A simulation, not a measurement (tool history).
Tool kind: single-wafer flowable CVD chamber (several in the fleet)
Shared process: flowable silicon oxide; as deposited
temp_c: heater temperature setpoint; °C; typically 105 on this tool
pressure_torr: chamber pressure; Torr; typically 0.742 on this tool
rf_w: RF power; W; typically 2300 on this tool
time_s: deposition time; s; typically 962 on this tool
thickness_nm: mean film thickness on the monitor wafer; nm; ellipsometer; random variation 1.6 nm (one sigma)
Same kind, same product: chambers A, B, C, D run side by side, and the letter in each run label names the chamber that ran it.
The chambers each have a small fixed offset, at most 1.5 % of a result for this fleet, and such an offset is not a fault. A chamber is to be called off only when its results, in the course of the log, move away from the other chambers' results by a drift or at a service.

| run | hour | temp_c | pressure_torr | rf_w | time_s | read-back reference wafer on the same gauge, thickness_nm | thickness_nm |
|---|---|---|---|---|---|---|---|
| 1D | 9.2 | 105 | 0.742 | 2300 | 962 | 493.22 | 459.58 |
| 2C | 14.4 | 105 | 0.742 | 2300 | 962 | 492.72 | 465.73 |
| 3A | 22.2 | 105 | 0.742 | 2300 | 962 | 493.31 | 464.55 |
| 4B | 29.3 | 105 | 0.742 | 2300 | 962 | 493.00 | 455.29 |
| 5B | 38.6 | 105 | 0.742 | 2300 | 962 | 492.87 | 461.23 |
| 6D | 47.4 | 105 | 0.742 | 2300 | 962 | 492.96 | 460.19 |
| 7C | 56.5 | 105 | 0.742 | 2300 | 962 | 492.91 | 462.03 |
| 8A | 64.4 | 105 | 0.742 | 2300 | 962 | 492.74 | 465.15 |
| 9B | 73.2 | 105 | 0.742 | 2300 | 962 | 493.13 | 459.16 |
| 10D | 77.5 | 105 | 0.742 | 2300 | 962 | 492.98 | 459.95 |
| 11A | 85.9 | 105 | 0.742 | 2300 | 962 | 493.22 | 460.58 |
| 12C | 90.9 | 105 | 0.742 | 2300 | 962 | 492.70 | 462.88 |
| 13A | 98.5 | 105 | 0.742 | 2300 | 962 | 492.99 | 462.80 |
| 14D | 106.0 | 105 | 0.742 | 2300 | 962 | 493.23 | 454.96 |
| 15C | 115.3 | 105 | 0.742 | 2300 | 962 | 492.96 | 462.27 |
| 16B | 123.5 | 105 | 0.742 | 2300 | 1092 | 493.12 | 519.88 |
| 17A | 128.0 | 105 | 0.742 | 2300 | 1092 | 492.68 | 527.70 |
| 18D | 134.4 | 105 | 0.742 | 2300 | 1092 | 492.77 | 513.36 |
|  | 141.2 | chamber C: RF generator calibrated |
| 19B | 142.1 | 105 | 0.742 | 2300 | 1092 | 493.02 | 521.31 |
| 20C | 148.2 | 105 | 0.742 | 2300 | 962 | 492.77 | 466.33 |
| 21A | 153.0 | 116 | 0.742 | 2300 | 1054 | 493.01 | 360.84 |
| 22B | 161.5 | 116 | 0.742 | 2300 | 1054 | 492.72 | 356.64 |
| 23D | 169.1 | 116 | 0.742 | 2300 | 1054 | 493.10 | 350.21 |
| 24C | 174.4 | 116 | 0.742 | 2300 | 1054 | 492.65 | 358.05 |
| 25D | 180.7 | 105 | 0.742 | 2300 | 962 | 493.44 | 448.30 |
|  | 185.6 | chamber C: thermocouple changed; heater temperature recalibrated |
| 26B | 188.2 | 105 | 0.742 | 2300 | 962 | 493.63 | 460.97 |
| 27A | 195.7 | 105 | 0.742 | 2300 | 962 | 493.09 | 465.89 |
|  | 197.4 | chamber A: RF generator calibrated |
| 28C | 204.0 | 105 | 0.742 | 2300 | 962 | 492.55 | 464.46 |
| 29D | 208.7 | 105 | 0.742 | 2300 | 962 | 493.06 | 449.80 |
| 30A | 212.8 | 105 | 0.742 | 2300 | 962 | 493.40 | 465.83 |
| 31B | 221.9 | 91 | 0.742 | 2300 | 962 | 493.09 | 725.22 |

One chamber off, gauge drift, or nothing amiss beyond the chambers' own small offsets? If it is a chamber, which one, and what is the likeliest cause?

Chamber D drifts away from the others.
What lies behind it: wafer temperature above the value expected at the setpoint (K) = 0.73.
From this log alone, it may not be told apart from: true pressure below the setpoint (%).

Which of the 4 candidates below, each the usual settings with something changed and its results left as question marks, puts chamber D back in line with what the other chambers give on the usual settings?
Maximum distance from the other chambers' mean on the usual settings for a result to count as in line: thickness_nm 5.70 nm
| 32D-1 | 228.5 | 106 | 0.742 | 2300 | 962 |  | ? |
| 32D-2 | 228.5 | 105 | 0.741 | 2300 | 961 |  | ? |
| 32D-3 | 228.5 | 105 | 0.743 | 2300 | 963 |  | ? |
| 32D-4 | 228.5 | 105 | 0.742 | 2300 | 990 |  | ? |

Mean of the other chambers on the usual settings: thickness_nm 462.41 nm
| run | thickness_nm |
|---|---|
| 32D-1 | 435.03 |
| 32D-2 | 448.18 |
| 32D-3 | 450.72 |
| 32D-4 | 462.53 |
With 32D-4, the chamber falls back in line with the rest.

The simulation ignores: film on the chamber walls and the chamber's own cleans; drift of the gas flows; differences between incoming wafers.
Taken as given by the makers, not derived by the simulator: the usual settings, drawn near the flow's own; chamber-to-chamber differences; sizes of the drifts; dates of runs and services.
